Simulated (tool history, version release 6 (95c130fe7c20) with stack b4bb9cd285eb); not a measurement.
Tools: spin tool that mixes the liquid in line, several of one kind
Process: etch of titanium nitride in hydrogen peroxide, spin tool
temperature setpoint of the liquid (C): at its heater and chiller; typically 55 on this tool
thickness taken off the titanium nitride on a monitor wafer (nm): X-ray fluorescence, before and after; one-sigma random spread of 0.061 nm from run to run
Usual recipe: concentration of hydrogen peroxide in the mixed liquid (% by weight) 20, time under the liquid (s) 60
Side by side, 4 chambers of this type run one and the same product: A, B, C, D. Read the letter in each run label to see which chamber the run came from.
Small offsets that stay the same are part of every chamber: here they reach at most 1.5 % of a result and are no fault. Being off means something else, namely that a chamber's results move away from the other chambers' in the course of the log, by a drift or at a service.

run,hour,temperature setpoint of the liquid (C),concentration of hydrogen peroxide in the mixed liquid (% by weight),time under the liquid (s),"read-back film thickness of the titanium nitride reference wafer, read on the same gauge (nm)",thickness taken off the titanium nitride on a monitor wafer (nm)
1A,7.6,55,20,60,30.031,7.1279
2D,17.9,55,20,60,29.97,6.9934
3C,24.8,55,20,60,30.052,7.0486
4B,33.8,55,20,60,29.987,7.1979
5D,40.6,55,20,60,30.02,6.9299
6C,46.2,55,20,60,29.986,7.079
7A,52.9,55,20,60,29.977,7.1452
8B,62.7,55,20,60,29.958,7.296
9C,68.8,55,20,60,30.061,7.0429
10B,78.2,55,20,60,29.99,7.0864
11D,83.3,55,20,60,29.95,7.0092
12A,90.4,55,24,60,29.989,7.4668
13C,96.5,55,24,60,30.015,7.4492
14D,103.2,55,24,60,29.985,7.311
15A,113,55,24,60,30.013,7.2483
16B,121.7,55,20,60,30.009,7.2667
17C,132,55,20,60,30.024,7.165
18A,139.4,55,20,40,29.979,4.7252
19D,147.4,55,20,40,29.964,4.6144
20B,153.7,55,20,40,29.98,4.7135
21C,164.6,55,20,40,29.996,4.7198
22A,169.6,55,20,60,30.007,7.1793
23B,175,55,20,60,30.023,7.1047
24D,180.8,55,20,60,30.03,7.0393
25A,190.6,55,20,60,30.009,7.0518
26D,196.4,55,20,60,29.979,6.9433
# hour 202.3: chamber C: peroxide flow meter replaced
27C,207.7,55,20,60,30.038,7.0946
28B,212.8,55,20,60,29.975,7.2015
29B,218,55,20,60,30.013,7.2599
30D,224,55,20,60,30.017,6.9708
31A,233.1,55,20,60,29.974,7.1419
32C,238.2,55,20,60,30.015,7.0184
33C,248.5,55,20,60,30.012,7.0189
34D,255.6,55,20,60,30.031,6.8121
35A,265.8,55,20,60,29.997,7.0791
36B,274,55,22,60,29.986,7.3184
37B,282.5,55,22,60,29.98,7.312
38C,288.3,55,22,60,30.005,7.2207

Next, every chamber runs the same settings. What will each give?
39A,296.4,62.5,20,60,,?
39B,296.4,62.5,20,60,,?
39C,296.4,62.5,20,60,,?
39D,296.4,62.5,20,60,,?

run,thickness taken off the titanium nitride on a monitor wafer (nm)
39A,11.719
39B,11.898
39C,11.747
39D,11.639
